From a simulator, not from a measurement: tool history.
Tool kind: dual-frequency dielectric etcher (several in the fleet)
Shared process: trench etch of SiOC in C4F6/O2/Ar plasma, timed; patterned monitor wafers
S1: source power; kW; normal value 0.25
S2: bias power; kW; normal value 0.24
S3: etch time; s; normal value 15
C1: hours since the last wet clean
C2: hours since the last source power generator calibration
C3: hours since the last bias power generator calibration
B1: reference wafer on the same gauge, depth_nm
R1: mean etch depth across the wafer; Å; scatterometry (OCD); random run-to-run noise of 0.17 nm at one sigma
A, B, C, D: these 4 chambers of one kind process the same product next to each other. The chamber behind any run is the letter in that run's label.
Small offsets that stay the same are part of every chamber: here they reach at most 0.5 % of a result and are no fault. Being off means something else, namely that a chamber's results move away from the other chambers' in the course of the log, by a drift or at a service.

Run 1D, hour 3.8: usual settings; C1 75.3; C2 1822.6; C3 1160.5; B1 25.956. Result: R1 284.96 Å.
Run 2B, hour 7.9: usual settings; C1 229; C2 1834.9; C3 553.5; B1 25.891. Result: R1 286.13 Å.
At hour 9.7: chamber C: source power generator calibrated.
Run 3A, hour 13: usual settings; C1 369.2; C2 730.1; C3 1807.8; B1 25.893. Result: R1 287.7 Å.
Run 4C, hour 18.2: usual settings; C1 66.4; C2 8.6; C3 2466.6; B1 25.929. Result: R1 288.99 Å.
Run 5C, hour 25.5: usual settings; C1 73.7; C2 15.9; C3 2473.9; B1 25.866. Result: R1 284.67 Å.
Run 6B, hour 32.7: usual settings; C1 253.8; C2 1859.7; C3 578.3; B1 25.878. Result: R1 290.51 Å.
Run 7A, hour 36.7: usual settings but S2 0.273 kW; C1 392.9; C2 753.8; C3 1831.5; B1 25.91. Result: R1 298.61 Å.
At hour 36.8: chamber A: wet clean of the chamber.
Run 8D, hour 43.5: usual settings but S2 0.273 kW; C1 115; C2 1862.3; C3 1200.2; B1 25.834. Result: R1 299.01 Å.
Run 9B, hour 50.7: usual settings but S2 0.273 kW; C1 271.8; C2 1877.7; C3 596.3; B1 25.915. Result: R1 300.96 Å.
Run 10C, hour 56.7: usual settings but S2 0.273 kW; C1 104.9; C2 47.1; C3 2505.1; B1 25.888. Result: R1 301.16 Å.
Run 11A, hour 62.5: usual settings; C1 25.8; C2 779.6; C3 1857.3; B1 25.918. Result: R1 285.44 Å.
Run 12D, hour 69.5: usual settings; C1 141; C2 1888.3; C3 1226.2; B1 25.867. Result: R1 285.44 Å.
Run 13B, hour 75.9: usual settings; C1 297; C2 1902.9; C3 621.5; B1 25.894. Result: R1 289.7 Å.
Run 14C, hour 80: usual settings; C1 128.2; C2 70.4; C3 2528.4; B1 25.931. Result: R1 285.4 Å.
Run 15D, hour 85.7: usual settings; C1 157.2; C2 1904.5; C3 1242.4; B1 25.917. Result: R1 281.91 Å.
Run 16A, hour 91.5: usual settings; C1 54.8; C2 808.6; C3 1886.3; B1 25.911. Result: R1 287.52 Å.
Run 17B, hour 95.5: usual settings but S2 0.281 kW, S3 17.5 s; C1 316.6; C2 1922.5; C3 641.1; B1 25.895. Result: R1 352.19 Å.
Run 18A, hour 100.7: usual settings but S2 0.281 kW, S3 17.5 s; C1 64; C2 817.8; C3 1895.5; B1 25.906. Result: R1 351.72 Å.
Run 19D, hour 104.4: usual settings but S2 0.281 kW, S3 17.5 s; C1 175.9; C2 1923.2; C3 1261.1; B1 25.953. Result: R1 353.74 Å.
Run 20C, hour 109.7: usual settings but S2 0.281 kW, S3 17.5 s; C1 157.9; C2 100.1; C3 2558.1; B1 25.892. Result: R1 354.75 Å.
Run 21B, hour 113.9: usual settings; C1 335; C2 1940.9; C3 659.5; B1 25.918. Result: R1 286.89 Å.
Run 22C, hour 118.3: usual settings but S3 16.5 s; C1 166.5; C2 108.7; C3 2566.7; B1 25.896. Result: R1 317.56 Å.
Run 23A, hour 123.4: usual settings but S3 16.5 s; C1 86.7; C2 840.5; C3 1918.2; B1 25.95. Result: R1 312.95 Å.
Run 24D, hour 127.5: usual settings but S3 16.5 s; C1 199; C2 1946.3; C3 1284.2; B1 25.926. Result: R1 313.06 Å.
Run 25A, hour 134.7: usual settings but S3 16.5 s; C1 98; C2 851.8; C3 1929.5; B1 25.931. Result: R1 313.98 Å.
Run 26D, hour 139.1: usual settings; C1 210.6; C2 1957.9; C3 1295.8; B1 25.941. Result: R1 284.38 Å.
Run 27B, hour 144.6: usual settings; C1 365.7; C2 1971.6; C3 690.2; B1 25.875. Result: R1 286.23 Å.
Run 28C, hour 151.9: usual settings but S2 0.28 kW, S3 13 s; C1 200.1; C2 142.3; C3 2600.3; B1 25.901. Result: R1 264.23 Å.
Run 29C, hour 158.8: usual settings but S2 0.28 kW, S3 13 s; C1 207; C2 149.2; C3 2607.2; B1 25.914. Result: R1 262.76 Å.
Run 30B, hour 164.4: usual settings but S2 0.28 kW, S3 13 s; C1 385.5; C2 1991.4; C3 710; B1 25.949. Result: R1 264.46 Å.
Run 31D, hour 167.9: usual settings but S2 0.28 kW, S3 13 s; C1 239.4; C2 1986.7; C3 1324.6; B1 25.906. Result: R1 260.12 Å.
Run 32A, hour 172.3: usual settings; C1 135.6; C2 889.4; C3 1967.1; B1 25.919. Result: R1 284.31 Å.
Run 33C, hour 175.9: usual settings; C1 224.1; C2 166.3; C3 2624.3; B1 25.893. Result: R1 286.34 Å.
Run 34D, hour 183.6: usual settings; C1 255.1; C2 2002.4; C3 1340.3; B1 25.899. Result: R1 285.63 Å.
Run 35A, hour 190.2: usual settings; C1 153.5; C2 907.3; C3 1985; B1 25.927. Result: R1 285.99 Å.
Run 36B, hour 197: usual settings; C1 418.1; C2 2024; C3 742.6; B1 25.884. Result: R1 289.51 Å.
Run 37D, hour 202.9: usual settings; C1 274.4; C2 2021.7; C3 1359.6; B1 25.908. Result: R1 286.59 Å.
Run 38C, hour 208.1: usual settings; C1 256.3; C2 198.5; C3 2656.5; B1 25.893. Result: R1 286.6 Å.
Run 39B, hour 215.8: usual settings; C1 436.9; C2 2042.8; C3 761.4; B1 25.863. Result: R1 288.58 Å.
Run 40A, hour 220.5: usual settings; C1 183.8; C2 937.6; C3 2015.3; B1 25.855. Result: R1 284.62 Å.
Run 41D, hour 227.7: usual settings; C1 299.2; C2 2046.5; C3 1384.4; B1 25.913. Result: R1 288.68 Å.

One chamber off, gauge drift, or nothing amiss beyond the chambers' own small offsets? If it is a chamber, which one, and what is the likeliest cause?

Beyond each chamber's small constant offset nothing stands out, and the gauge stays steady.
